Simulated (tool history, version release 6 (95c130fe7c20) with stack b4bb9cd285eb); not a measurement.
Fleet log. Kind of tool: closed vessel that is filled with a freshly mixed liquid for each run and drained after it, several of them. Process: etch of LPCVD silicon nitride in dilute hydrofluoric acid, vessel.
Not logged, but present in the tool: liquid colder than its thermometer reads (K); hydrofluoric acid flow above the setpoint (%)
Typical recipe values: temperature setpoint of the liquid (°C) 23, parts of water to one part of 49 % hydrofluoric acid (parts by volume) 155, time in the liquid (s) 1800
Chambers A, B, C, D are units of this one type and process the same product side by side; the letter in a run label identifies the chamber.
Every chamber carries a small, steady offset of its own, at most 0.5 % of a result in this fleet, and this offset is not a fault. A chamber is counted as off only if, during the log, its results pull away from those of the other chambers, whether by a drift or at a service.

run	hour	temperature setpoint of the liquid (°C)	parts of water to one part of 49 % hydrofluoric acid (parts by volume)	time in the liquid (s)	hours since the thermometer was replaced	hours since the hydrofluoric acid flow meter was replaced	read-back film thickness of the LPCVD silicon nitride reference wafer, read on the same gauge (nm)	thickness taken off the LPCVD silicon nitride on a monitor wafer (nm)
1B	8.1	23	155	1800	280.3	280.6	50.011	5.3121
2C	13.7	23	155	1800	1566.8	264.5	50.001	5.2494
3D	22.5	23	155	1800	238.6	746.6	49.991	5.3054
4A	29.1	23	155	1800	1416.9	485.5	50.004	5.2804
5A	37.7	23	155	1800	1425.5	494.1	49.984	5.299
6D	44.4	23	155	1800	260.5	768.5	50.013	5.2995
7C	54.4	23	155	1800	1607.5	305.2	49.984	5.2862
8B	63.3	23	155	1800	335.5	335.8	49.992	5.268
9A	69.7	23	155	1800	1457.5	526.1	49.998	5.297
10D	75.6	23	155	1800	291.7	799.7	49.983	5.2526
11B	82.5	23	155	1800	354.7	355	49.983	5.2719
12C	88.9	23	155	1800	1642	339.7	50.007	5.3322
13D	95.2	23	155	1800	311.3	819.3	49.966	5.2578
14B	106.1	23	155	1800	378.3	378.6	50.013	5.2708
15A	115.4	23	155	1800	1503.2	571.8	50.022	5.2838
16C	125.3	18	155	2265	1678.4	376.1	50.013	4.7806
17D	132.4	18	155	2265	348.5	856.5	49.99	4.7642
# hour 136.4: chamber C: thermometer replaced
18C	143.3	18	155	2265	6.9	394.1	49.994	4.7386
# hour 147.5: chamber A: hydrofluoric acid flow meter replaced
19B	150.8	18	155	2265	423	423.3	49.971	4.7477
20A	160.4	23	155	1145	1548.2	13	49.996	3.3763
21C	168.2	23	155	1145	31.8	419	50.004	3.3744
22B	179.9	23	155	1145	452.1	452.4	50.005	3.351
23D	189.9	23	155	1145	406	914	49.988	3.372
24A	200.7	23	155	1800	1588.5	53.3	50.003	5.3303
25D	208.6	23	155	1800	424.7	932.7	49.998	5.3101
26B	216.6	23	155	1800	488.8	489.1	49.968	5.289
27A	222.5	23	155	1800	1610.3	75.1	50.017	5.3383
28C	231	23	155	1800	94.6	481.8	50.006	5.2974

Which is it: a chamber that has drifted or been left off by a service, a gauge drift common to all chambers, or only each chamber's usual small offset? If a chamber is off, name it and its likeliest cause.

Neither any chamber nor the gauge drifts; the chambers differ only by their own small, steady offsets.
